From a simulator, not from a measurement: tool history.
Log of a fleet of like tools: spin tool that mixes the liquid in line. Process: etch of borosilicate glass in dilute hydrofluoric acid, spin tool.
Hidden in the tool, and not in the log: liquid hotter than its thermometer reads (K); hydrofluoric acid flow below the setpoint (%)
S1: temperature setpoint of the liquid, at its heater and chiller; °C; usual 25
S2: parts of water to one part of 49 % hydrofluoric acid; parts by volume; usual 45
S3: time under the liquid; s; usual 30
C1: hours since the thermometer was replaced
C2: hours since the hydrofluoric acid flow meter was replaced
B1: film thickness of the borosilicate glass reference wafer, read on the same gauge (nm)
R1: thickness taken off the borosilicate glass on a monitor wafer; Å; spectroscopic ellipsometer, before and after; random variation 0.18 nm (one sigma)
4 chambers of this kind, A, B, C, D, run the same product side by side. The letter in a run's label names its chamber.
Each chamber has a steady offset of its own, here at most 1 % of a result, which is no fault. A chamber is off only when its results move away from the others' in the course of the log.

run    day  S1  S2  S3      C1      C2      B1      R1
 1D  0.388  25  45  30   485.6  1760.6  30.036  353.85
 2B  0.788  25  45  30   353.6  1481.9  30.038  351.94
 3A  1.088  25  45  30   452.5   993.3  29.988  351.29
 4C  1.404  25  45  30  1500.1   520.1  29.992  350.77
 5A  1.638  25  45  30   465.7  1006.5  30.012  349.98
 6B  1.883  25  45  30   379.9  1508.2  29.972  351.62
 7D  2.179  25  45  30   528.6  1803.6  29.997  355.22
 8C  2.438  25  45  30  1524.9   544.9  29.958  349.24
 9B  2.862  25  45  30   403.4  1531.7  29.992  351.05
10D  3.146  25  45  30   551.8  1826.8  30.050  353.40
11A  3.508  25  45  30   510.6  1051.4  30.018  343.94
12C  3.700  25  45  30  1555.2   575.2  29.999  351.40
13C  3.971  25  45  30  1561.7   581.7  30.004  348.45
14B  4.371  25  45  30   439.6  1567.9  30.035  351.75
15D  4.729  25  45  30   589.8  1864.8  30.063  353.44
16A  5.142  25  45  30   549.8  1090.6  29.987  341.04
17A  5.417  25  45  30   556.4  1097.2  30.009  337.24
18C  5.696  25  45  40  1603.1   623.1  29.997  469.63
19B  6.129  25  45  40   481.8  1610.1  29.994  463.74
20D  6.358  25  45  40   628.9  1903.9  29.987  475.53
21B  6.750  25  45  40   496.7  1625.0  29.981  466.99
22A  6.958  25  45  30   593.4  1134.2  30.018  334.83
23C  7.308  25  45  30  1641.8   661.8  30.035  348.49
24D  7.654  25  45  30   660.0  1935.0  29.999  354.79
25B  8.000  25  45  30   526.7  1655.0  29.991  349.49
     8.075  -- chamber C: thermometer replaced
26C  8.296  25  45  30     5.3   685.5  30.003  346.30
27D  8.612  25  45  30   683.0  1958.0  30.045  352.00
28A  8.921  25  25  30   640.5  1181.3  29.982  608.30
29B  9.183  25  25  30   555.1  1683.4  30.041  640.38
30A  9.617  25  25  30   657.2  1198.0  29.980  601.68
31D  9.971  25  25  30   715.6  1990.6  29.977  656.33

All 4 chambers run these settings next. Forecast each chamber's results:
32A  10.283  25  45  30               ?
32B  10.283  25  45  30               ?
32C  10.283  25  45  30               ?
32D  10.283  25  45  30               ?

run      R1
32A  329.97
32B  351.72
32C  351.45
32D  353.29
